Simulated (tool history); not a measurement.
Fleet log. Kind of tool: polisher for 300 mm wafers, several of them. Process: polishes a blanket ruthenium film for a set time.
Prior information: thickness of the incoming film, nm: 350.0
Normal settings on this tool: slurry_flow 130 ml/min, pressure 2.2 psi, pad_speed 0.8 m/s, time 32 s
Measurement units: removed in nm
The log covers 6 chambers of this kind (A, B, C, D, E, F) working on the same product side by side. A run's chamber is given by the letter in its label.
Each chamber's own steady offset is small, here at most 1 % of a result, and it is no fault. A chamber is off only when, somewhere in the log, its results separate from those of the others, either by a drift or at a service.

run     day  slurry_flow  pressure  pad_speed  time  wafers polished on this pad  hours since the slurry nozzle was cleaned  hours since the head pressure was calibrated  removed
      0.125  -- chamber E: worn pad replaced by a new one
 1C   0.388          130       2.2        0.8    32                          234                                      670.1                                         392.1   37.055
 2B   0.721          130       2.2        0.8    32                          771                                      483.2                                         493.1   37.181
      0.862  -- chamber D: worn pad replaced by a new one
      0.867  -- chamber A: worn pad replaced by a new one
 3D   1.038          130       2.2        0.8    32                           65                                      395.2                                        1092.7   37.362
      1.042  -- chamber B: worn pad replaced by a new one
 4F   1.308          130       2.2        0.8    32                          970                                      708.8                                         585.1   37.516
 5E   1.504          130       1.5       0.54    32                          516                                      276.8                                         624.4   17.521
 6A   1.879          130       1.5       0.54    32                          379                                       65.8                                         461.6   17.238
      1.912  -- chamber F: slurry nozzle cleaned
 7B   2.112          130       1.5       0.54    32                          400                                      516.6                                         526.5   17.424
      2.142  -- chamber F: worn pad replaced by a new one
      2.158  -- chamber C: worn pad replaced by a new one
      2.162  -- chamber E: worn pad replaced by a new one
 8E   2.358          130       1.5       0.54    32                           74                                      297.3                                         644.9   17.602
 9A   2.571          130       1.5       0.54    32                          638                                       82.4                                         478.2   17.177
10D   2.896          130       1.5       0.54    32                          760                                      439.8                                        1137.3   17.348
11C   3.129          130       2.2        0.8    32                          363                                      735.9                                         457.9   37.397
      3.312  -- chamber B: slurry nozzle cleaned
12F   3.442          130       2.2        0.8    32                          486                                       36.7                                         636.3   36.968
13B   3.675          130       2.2        0.8    32                          984                                        8.7                                           564   37.212
      3.804  -- chamber B: worn pad replaced by a new one
14E   3.896          110       2.2        0.8    32                          648                                      334.2                                         681.8    36.31
      3.971  -- chamber A: worn pad replaced by a new one
15D   4.092          110       2.2        0.8    32                         1207                                      468.5                                          1166   36.134
      4.233  -- chamber C: slurry nozzle cleaned
16C   4.329          110       2.2        0.8    32                          812                                        2.3                                         486.7   35.947
      4.338  -- chamber C: worn pad replaced by a new one
17F   4.617          110       2.2        0.8    32                          926                                       64.9                                         664.5   35.947
      4.721  -- chamber E: worn pad replaced by a new one
      4.846  -- chamber F: worn pad replaced by a new one
18A   4.846          110       2.2        0.8    32                          328                                        137                                         532.8   35.988
      4.967  -- chamber D: worn pad replaced by a new one
19F   5.096          110       2.2        0.8    32                           94                                       76.4                                           676   36.174
20D   5.392          130       2.8        0.8    32                          160                                      499.7                                        1197.2   48.087
21B     5.7          130       2.8        0.8    32                          709                                       57.3                                         612.6   47.665
22E   6.029          130       2.8        0.8    32                          489                                      385.4                                           733   48.225
      6.204  -- chamber B: worn pad replaced by a new one
23C   6.354          130       2.8        0.8    32                          755                                       50.9                                         535.3   47.546
      6.554  -- chamber E: head pressure recalibrated
24A   6.588          130       2.8        0.8    32                          979                                      178.8                                         574.6   48.314
      6.796  -- chamber E: worn pad replaced by a new one
      6.821  -- chamber C: worn pad replaced by a new one
25F   6.917          130       2.8        0.8    32                          775                                      120.1                                         719.7   47.357
      6.979  -- chamber A: head pressure recalibrated
       7.15  -- chamber A: worn pad replaced by a new one
26E   7.188          130       2.2        0.8    32                          147                                      413.2                                          15.2   38.098
      7.217  -- chamber D: head pressure recalibrated
27A   7.425          130       2.2        0.8    32                          103                                      198.9                                          10.8   37.707
28D   7.692          130       2.2        0.8    32                         1020                                      554.9                                          11.5   39.522
      7.792  -- chamber F: worn pad replaced by a new one
29B   8.067          130       2.2        0.8    32                          697                                      114.1                                         669.4   37.101
      8.183  -- chamber A: slurry nozzle cleaned
      8.267  -- chamber D: slurry nozzle cleaned
30C    8.35          130       2.2        0.8    32                          572                                       98.8                                         583.2    37.34
      8.579  -- chamber B: worn pad replaced by a new one
31B   8.625          130       2.2        0.8    32                           18                                      127.5                                         682.8   37.548
      8.692  -- chamber D: worn pad replaced by a new one
32D   9.017          110       1.8        0.8    32                          122                                       18.1                                          43.3    30.81
      9.142  -- chamber C: worn pad replaced by a new one
33F   9.279          110       1.8        0.8    32                          557                                      176.8                                         776.4   29.342
      9.288  -- chamber E: worn pad replaced by a new one
34C   9.654          110       1.8        0.8    32                          191                                      130.1                                         614.5   29.719
35A  10.008          110       1.8        0.8    32                         1068                                       43.8                                          72.8   29.825
36E  10.246          110       1.8        0.8    32                          359                                      486.6                                          88.6   29.776
     10.538  -- chamber A: worn pad replaced by a new one
37A  10.604          110       1.8        0.8    32                           26                                       58.1                                          87.1   29.965
      10.95  -- chamber B: worn pad replaced by a new one
38C  10.975          130       2.2        0.8    32                          685                                      161.8                                         646.2   37.262
39B  11.362          130       2.2        0.8    32                          154                                      193.2                                         748.5   37.145

Which is it: a chamber that has drifted or been left off by a service, a gauge drift common to all chambers, or only each chamber's usual small offset? If a chamber is off, name it and its likeliest cause.

Chamber D has stood off from the others ever since a service on it.
Most likely cause: head's pressure above its setpoint, % = 5.16.

Which of the 4 candidates below, each the usual settings with something changed and its results left as question marks, puts chamber D back in line with what the other chambers give on the usual settings?
Maximum distance from the other chambers' mean on the usual settings for a result to count as in line: removed 0.82 nm
40D-1  11.654          140       2.2        0.8    32                                                                                                                              ?
40D-2  11.654          130       2.2       0.82    33                                                                                                                              ?
40D-3  11.654          130       2.2       0.78    31                                                                                                                              ?
40D-4  11.654          120       2.2        0.8    32                                                                                                                              ?

The other chambers' mean on the usual settings: removed 37.49 nm
  run  removed
40D-1    40.01
40D-2    41.69
40D-3    37.28
40D-4   38.823
The answer is 40D-3, which returns the chamber to within the allowed miss of the others.
